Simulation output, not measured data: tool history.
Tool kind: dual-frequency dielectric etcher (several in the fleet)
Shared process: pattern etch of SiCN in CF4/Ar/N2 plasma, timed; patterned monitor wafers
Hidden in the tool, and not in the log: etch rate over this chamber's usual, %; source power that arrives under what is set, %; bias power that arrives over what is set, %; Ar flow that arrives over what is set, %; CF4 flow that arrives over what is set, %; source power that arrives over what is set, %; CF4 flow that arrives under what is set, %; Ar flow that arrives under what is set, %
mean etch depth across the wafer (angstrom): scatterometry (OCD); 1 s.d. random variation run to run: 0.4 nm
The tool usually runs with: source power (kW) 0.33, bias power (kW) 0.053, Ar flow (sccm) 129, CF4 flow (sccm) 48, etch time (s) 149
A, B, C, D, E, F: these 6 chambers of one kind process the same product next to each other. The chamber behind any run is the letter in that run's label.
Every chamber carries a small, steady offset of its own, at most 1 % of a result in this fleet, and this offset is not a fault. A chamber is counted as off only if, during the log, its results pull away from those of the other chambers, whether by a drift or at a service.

| run | hour | source power (kW) | bias power (kW) | Ar flow (sccm) | CF4 flow (sccm) | etch time (s) | hours since the last wet clean | hours since the last source power generator calibration | hours since the last bias power generator calibration | hours since the last Ar flow controller change | hours since the last CF4 flow controller change | read-back reference wafer on the same gauge, depth_nm | mean etch depth across the wafer (angstrom) |
|---|---|---|---|---|---|---|---|---|---|---|---|---|---|
| 1A | 6.4 | 0.33 | 0.053 | 129 | 48 | 149 | 7.3 | 308 | 31.8 | 2542.6 | 4662.7 | 63.319 | 784.08 |
| 2D | 10.5 | 0.33 | 0.053 | 129 | 48 | 149 | 160.3 | 1464.2 | 1035.7 | 2260.8 | 1093 | 63.246 | 789.18 |
| 3B | 16.8 | 0.33 | 0.053 | 129 | 48 | 149 | 349.9 | 3643.7 | 2803.6 | 2045.2 | 25.8 | 63.297 | 788.16 |
| 4E | 22.9 | 0.33 | 0.053 | 129 | 48 | 149 | 33 | 528.8 | 2636.7 | 4167.5 | 3184.6 | 63.347 | 791.23 |
| 5C | 26.8 | 0.33 | 0.053 | 129 | 48 | 149 | 408.8 | 1316.7 | 1096.5 | 658 | 331.1 | 63.269 | 797.78 |
| 6F | 31.4 | 0.37 | 0.053 | 129 | 48 | 149 | 377.9 | 3546.7 | 2636.9 | 2047.5 | 613 | 63.217 | 874.86 |
| 7C | 36.6 | 0.37 | 0.053 | 129 | 48 | 149 | 418.6 | 1326.5 | 1106.3 | 667.8 | 340.9 | 63.39 | 878.53 |
| 8B | 42.5 | 0.37 | 0.053 | 129 | 48 | 149 | 375.6 | 3669.4 | 2829.3 | 2070.9 | 51.5 | 63.351 | 875.92 |
| 9D | 46.6 | 0.37 | 0.053 | 129 | 48 | 149 | 196.4 | 1500.3 | 1071.8 | 2296.9 | 1129.1 | 63.347 | 877.98 |
| 10E | 52.4 | 0.37 | 0.053 | 129 | 48 | 149 | 62.5 | 558.3 | 2666.2 | 4197 | 3214.1 | 63.33 | 873.36 |
|  | 53.7 | chamber F: Ar flow controller replaced |
| 11F | 56.9 | 0.37 | 0.053 | 129 | 48 | 149 | 403.4 | 3572.2 | 2662.4 | 3.2 | 638.5 | 63.274 | 870.39 |
| 12A | 60.3 | 0.33 | 0.053 | 129 | 48 | 149 | 61.2 | 361.9 | 85.7 | 2596.5 | 4716.6 | 63.316 | 785.96 |
| 13A | 67.3 | 0.33 | 0.053 | 129 | 48 | 149 | 68.2 | 368.9 | 92.7 | 2603.5 | 4723.6 | 63.203 | 785.14 |
| 14F | 72.9 | 0.27 | 0.053 | 129 | 48 | 149 | 419.4 | 3588.2 | 2678.4 | 19.2 | 654.5 | 63.28 | 669.79 |
| 15D | 78.2 | 0.27 | 0.053 | 129 | 48 | 149 | 228 | 1531.9 | 1103.4 | 2328.5 | 1160.7 | 63.415 | 660.01 |
| 16C | 83.7 | 0.27 | 0.053 | 129 | 48 | 149 | 465.7 | 1373.6 | 1153.4 | 714.9 | 388 | 63.274 | 672.32 |
|  | 86.1 | chamber E: Ar flow controller replaced |
| 17B | 89.6 | 0.27 | 0.053 | 129 | 48 | 149 | 422.7 | 3716.5 | 2876.4 | 2118 | 98.6 | 63.3 | 663.99 |
| 18E | 95.9 | 0.27 | 0.053 | 129 | 48 | 149 | 106 | 601.8 | 2709.7 | 9.8 | 3257.6 | 63.293 | 670.48 |
| 19E | 100.1 | 0.27 | 0.053 | 129 | 48 | 149 | 110.2 | 606 | 2713.9 | 14 | 3261.8 | 63.283 | 671.18 |
| 20F | 106.7 | 0.33 | 0.053 | 129 | 48 | 149 | 453.2 | 3622 | 2712.2 | 53 | 688.3 | 63.229 | 792.58 |
| 21C | 111.6 | 0.37 | 0.043 | 129 | 48 | 149 | 493.6 | 1401.5 | 1181.3 | 742.8 | 415.9 | 63.266 | 816.63 |
|  | 116.8 | chamber F: source power generator calibrated |
| 22A | 117 | 0.37 | 0.043 | 129 | 48 | 149 | 117.9 | 418.6 | 142.4 | 2653.2 | 4773.3 | 63.382 | 803.69 |
|  | 121.1 | chamber F: wet clean of the chamber |
| 23B | 122.6 | 0.37 | 0.043 | 129 | 48 | 149 | 455.7 | 3749.5 | 2909.4 | 2151 | 131.6 | 63.366 | 811.32 |
| 24D | 128.1 | 0.37 | 0.043 | 129 | 48 | 149 | 277.9 | 1581.8 | 1153.3 | 2378.4 | 1210.6 | 63.348 | 814.24 |
| 25E | 134.1 | 0.37 | 0.043 | 129 | 48 | 149 | 144.2 | 640 | 2747.9 | 48 | 3295.8 | 63.299 | 812.37 |
| 26D | 138.9 | 0.37 | 0.043 | 129 | 48 | 149 | 288.7 | 1592.6 | 1164.1 | 2389.2 | 1221.4 | 63.238 | 810.87 |
| 27B | 144 | 0.33 | 0.053 | 129 | 48 | 149 | 477.1 | 3770.9 | 2930.8 | 2172.4 | 153 | 63.247 | 785.34 |
| 28A | 149.2 | 0.25 | 0.053 | 129 | 48 | 149 | 150.1 | 450.8 | 174.6 | 2685.4 | 4805.5 | 63.321 | 610.94 |
| 29C | 156.8 | 0.25 | 0.053 | 129 | 48 | 149 | 538.8 | 1446.7 | 1226.5 | 788 | 461.1 | 63.271 | 631.5 |
| 30F | 162.9 | 0.25 | 0.053 | 129 | 48 | 149 | 41.9 | 46.1 | 2768.4 | 109.2 | 744.5 | 63.339 | 654.55 |
| 31B | 167.6 | 0.25 | 0.053 | 129 | 48 | 149 | 500.7 | 3794.5 | 2954.4 | 2196 | 176.6 | 63.318 | 625.28 |
| 32C | 173.3 | 0.25 | 0.053 | 129 | 48 | 149 | 555.3 | 1463.2 | 1243 | 804.5 | 477.6 | 63.273 | 627.77 |
| 33D | 180.4 | 0.25 | 0.053 | 129 | 48 | 149 | 330.2 | 1634.1 | 1205.6 | 2430.7 | 1262.9 | 63.374 | 623.3 |
| 34A | 187.9 | 0.33 | 0.053 | 129 | 48 | 149 | 188.8 | 489.5 | 213.3 | 2724.1 | 4844.2 | 63.235 | 784.98 |
| 35F | 194.2 | 0.33 | 0.053 | 129 | 48 | 149 | 73.2 | 77.4 | 2799.7 | 140.5 | 775.8 | 63.209 | 820.7 |
| 36E | 197.5 | 0.33 | 0.053 | 129 | 48 | 149 | 207.6 | 703.4 | 2811.3 | 111.4 | 3359.2 | 63.307 | 798.34 |
| 37D | 201 | 0.33 | 0.053 | 129 | 48 | 149 | 350.8 | 1654.7 | 1226.2 | 2451.3 | 1283.5 | 63.232 | 791.37 |
| 38A | 207.9 | 0.33 | 0.053 | 129 | 48 | 149 | 208.8 | 509.5 | 233.3 | 2744.1 | 4864.2 | 63.302 | 783.45 |

Does one chamber stand apart from the rest, does the shared gauge drift, or is all well apart from small per-chamber offsets? Give the chamber and the most likely cause, where there is one.

Chamber F has stood off from the others ever since a service on it.
What lies behind it: etch rate over this chamber's usual, % = 4.35.
The log might look much the same if the cause were instead: source power that arrives over what is set, %.

Here are 4 candidates for chamber F's next run, each the usual settings with a change, their results left as question marks. Which one brings its results back in line with what the others give on the usual settings?
In line here means within this much of the mean the other chambers give on the usual settings: mean etch depth across the wafer (angstrom) 14
| 39F-1 | 213.3 | 0.33 | 0.052 | 129 | 48 | 138 |  |  |  |  |  |  | ? |
| 39F-2 | 213.3 | 0.33 | 0.053 | 98 | 48 | 149 |  |  |  |  |  |  | ? |
| 39F-3 | 213.3 | 0.33 | 0.053 | 129 | 38 | 149 |  |  |  |  |  |  | ? |
| 39F-4 | 213.3 | 0.36 | 0.055 | 129 | 48 | 149 |  |  |  |  |  |  | ? |

The other chambers' mean on the usual settings: mean etch depth across the wafer (angstrom) 791.98
| run | mean etch depth across the wafer (angstrom) |
|---|---|
| 39F-1 | 760.24 |
| 39F-2 | 868.45 |
| 39F-3 | 793.01 |
| 39F-4 | 903.24 |
It is 39F-3 that realigns the chamber with its peers.
